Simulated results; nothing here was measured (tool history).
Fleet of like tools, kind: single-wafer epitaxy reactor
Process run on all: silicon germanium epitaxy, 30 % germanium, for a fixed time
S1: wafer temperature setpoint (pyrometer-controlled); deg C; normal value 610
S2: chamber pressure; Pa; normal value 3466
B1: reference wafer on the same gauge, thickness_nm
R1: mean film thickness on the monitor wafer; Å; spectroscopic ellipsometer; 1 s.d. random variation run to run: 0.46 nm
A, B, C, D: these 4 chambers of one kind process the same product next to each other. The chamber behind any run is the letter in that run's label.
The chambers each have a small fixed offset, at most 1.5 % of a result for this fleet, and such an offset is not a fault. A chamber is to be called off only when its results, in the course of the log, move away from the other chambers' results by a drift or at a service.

run 1B hour=6 | S1=610 S2=3466 | B1=65.014 | R1=776.54
run 2D hour=11.7 | S1=610 S2=3466 | B1=64.906 | R1=779.71
run 3C hour=15.7 | S1=610 S2=3466 | B1=64.889 | R1=780.91
run 4A hour=19.9 | S1=610 S2=3466 | B1=64.909 | R1=788.88
run 5B hour=26.1 | S1=610 S2=3466 | B1=64.841 | R1=776.66
run 6A hour=34.4 | S1=610 S2=3466 | B1=64.97 | R1=793.49
run 7D hour=41.5 | S1=600 S2=3466 | B1=64.913 | R1=657.6
run 8C hour=45.2 | S1=600 S2=3466 | B1=64.943 | R1=656.59
run 9A hour=49.6 | S1=600 S2=3466 | B1=64.96 | R1=657.97
run 10B hour=54.1 | S1=600 S2=3466 | B1=64.878 | R1=648.4
run 11D hour=59.6 | S1=610 S2=3466 | B1=64.882 | R1=789.53
run 12C hour=64.7 | S1=610 S2=3466 | B1=64.959 | R1=780.2
-- hour=65.4 chamber D: pyrometer calibrated
run 13C hour=68.8 | S1=610 S2=3466 | B1=64.92 | R1=773.52
run 14A hour=73.6 | S1=610 S2=3466 | B1=65.012 | R1=796.94
run 15D hour=78.9 | S1=610 S2=3466 | B1=64.984 | R1=816.8
run 16B hour=84.4 | S1=610 S2=3466 | B1=64.967 | R1=766.2
run 17D hour=90.1 | S1=610 S2=3466 | B1=64.804 | R1=822.18
run 18C hour=98.5 | S1=610 S2=3466 | B1=64.976 | R1=780.67
run 19A hour=106.4 | S1=598 S2=3786 | B1=64.869 | R1=658.02
run 20B hour=114.2 | S1=598 S2=3786 | B1=65.02 | R1=646.9
run 21B hour=119.2 | S1=598 S2=3786 | B1=64.94 | R1=649.02
run 22A hour=125 | S1=598 S2=3786 | B1=64.901 | R1=655.36
run 23C hour=132.4 | S1=610 S2=3466 | B1=64.95 | R1=786.18
run 24D hour=138.7 | S1=610 S2=3466 | B1=64.905 | R1=808.55
run 25A hour=144.6 | S1=610 S2=3466 | B1=64.853 | R1=786.76

Next, every chamber runs the same settings. What will each give?
run 26A hour=150.7 | S1=596 S2=3466 | R1=?
run 26B hour=150.7 | S1=596 S2=3466 | R1=?
run 26C hour=150.7 | S1=596 S2=3466 | R1=?
run 26D hour=150.7 | S1=596 S2=3466 | R1=?

run=26A R1=610.04
run=26B R1=601.58
run=26C R1=613.04
run=26D R1=630.97
